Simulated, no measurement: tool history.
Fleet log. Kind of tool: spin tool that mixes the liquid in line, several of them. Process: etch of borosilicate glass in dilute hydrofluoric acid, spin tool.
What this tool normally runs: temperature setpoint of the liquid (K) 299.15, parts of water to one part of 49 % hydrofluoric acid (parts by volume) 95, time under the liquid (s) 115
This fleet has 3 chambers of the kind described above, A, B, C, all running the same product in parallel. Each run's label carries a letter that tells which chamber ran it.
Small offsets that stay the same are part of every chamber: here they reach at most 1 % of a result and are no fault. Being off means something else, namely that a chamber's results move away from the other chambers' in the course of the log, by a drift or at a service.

run   hour  temperature setpoint of the liquid (K)  parts of water to one part of 49 % hydrofluoric acid (parts by volume)  time under the liquid (s)  hours since the thermometer was replaced  hours since the hydrofluoric acid flow meter was replaced  read-back film thickness of the borosilicate glass reference wafer, read on the same gauge (nm)  thickness taken off the borosilicate glass on a monitor wafer (angstrom)
 1C    5.3                                  299.15                                                                      95                        115                                     996.4                                                      677.3                                                                                           139.99                                                                    306.92
 2A   11.7                                  299.15                                                                      95                        115                                    1414.2                                                       64.1                                                                                           139.99                                                                    309.68
 3B   18.5                                  299.15                                                                      95                        115                                     530.1                                                      855.3                                                                                           140.02                                                                    303.09
 4A   27.8                                  299.15                                                                      95                        115                                    1430.3                                                       80.2                                                                                           139.99                                                                     309.7
 5C   37.4                                  299.15                                                                      75                        115                                    1028.5                                                      709.4                                                                                              140                                                                    403.26
 6B   46.9                                  299.15                                                                      75                        115                                     558.5                                                      883.7                                                                                           140.01                                                                    394.96
 7C   55.7                                  299.15                                                                      75                        115                                    1046.8                                                      727.7                                                                                           139.99                                                                    398.29
 8B   64.4                                  299.15                                                                      95                        115                                       576                                                      901.2                                                                                           140.03                                                                    306.24
 9A   71.7                                  299.15                                                                      95                        115                                    1474.2                                                      124.1                                                                                              140                                                                    314.18
10B   81.1                                  299.15                                                                      95                        115                                     592.7                                                      917.9                                                                                           140.01                                                                    306.16
11A   89.3                                  299.15                                                                      95                        160                                    1491.8                                                      141.7                                                                                           140.01                                                                    429.14
12C   99.9                                  299.15                                                                      95                        160                                      1091                                                      771.9                                                                                           139.99                                                                    429.42
13B  109.8                                  299.15                                                                      95                        160                                     621.4                                                      946.6                                                                                           139.99                                                                    413.03
14C  120.3                                  299.15                                                                      95                        115                                    1111.4                                                      792.3                                                                                              140                                                                     309.1
15A  129.3                                  299.15                                                                      95                        115                                    1531.8                                                      181.7                                                                                           139.99                                                                    315.81
16A  137.4                                  303.15                                                                     125                        115                                    1539.9                                                      189.8                                                                                           140.01                                                                    265.32
     145.9  -- chamber B: thermometer replaced
17C  146.8                                  303.15                                                                     125                        115                                    1137.9                                                      818.8                                                                                           140.02                                                                    260.36
18B  153.7                                  303.15                                                                     125                        115                                       7.9                                                      990.5                                                                                              140                                                                    250.95
19C    164                                  299.15                                                                      95                        115                                    1155.1                                                        836                                                                                              140                                                                    306.23
20A  174.6                                  299.15                                                                      95                        115                                    1577.1                                                        227                                                                                           139.99                                                                    307.56
21B  185.6                                  299.15                                                                      95                        115                                      39.8                                                     1022.4                                                                                              140                                                                    290.45
22A  195.2                                  299.15                                                                      95                        115                                    1597.7                                                      247.6                                                                                           140.01                                                                    309.67
23B  205.2                                  299.15                                                                      95                        115                                      59.4                                                       1042                                                                                           140.02                                                                     288.1
24C  210.9                                  299.15                                                                      95                        115                                      1202                                                      882.9                                                                                           139.96                                                                    311.27

Is one chamber out of step, is the gauge drifting, or do the chambers differ by no more than their own small offsets? For an off chamber, give its letter and the likeliest cause.

It is chamber B that slowly wanders off from its peers.
Likeliest cause: hydrofluoric acid flow below the setpoint (%) = 7.03.

Here are 4 candidates for chamber B's next run, each the usual settings with a change, their results left as question marks. Which one brings its results back in line with what the others give on the usual settings?
Counts as in line when no further than this from what the other chambers average on the usual settings: thickness taken off the borosilicate glass on a monitor wafer (angstrom) 8
25B-1   219                                  299.15                                                                      95                        105                                                                                                                                                                                                                                                                               ?
25B-2   219                                  294.65                                                                      95                        115                                                                                                                                                                                                                                                                               ?
25B-3   219                                  299.15                                                                      95                        125                                                                                                                                                                                                                                                                               ?
25B-4   219                                  304.15                                                                      95                        115                                                                                                                                                                                                                                                                               ?

Average result of the remaining chambers running the usual settings: thickness taken off the borosilicate glass on a monitor wafer (angstrom) 308.93
  run  thickness taken off the borosilicate glass on a monitor wafer (angstrom)
25B-1                                                                    258.72
25B-2                                                                    237.16
25B-3                                                                    308.01
25B-4                                                                    342.45
The right change is 25B-3: it brings the chamber back within the allowed miss of the others.
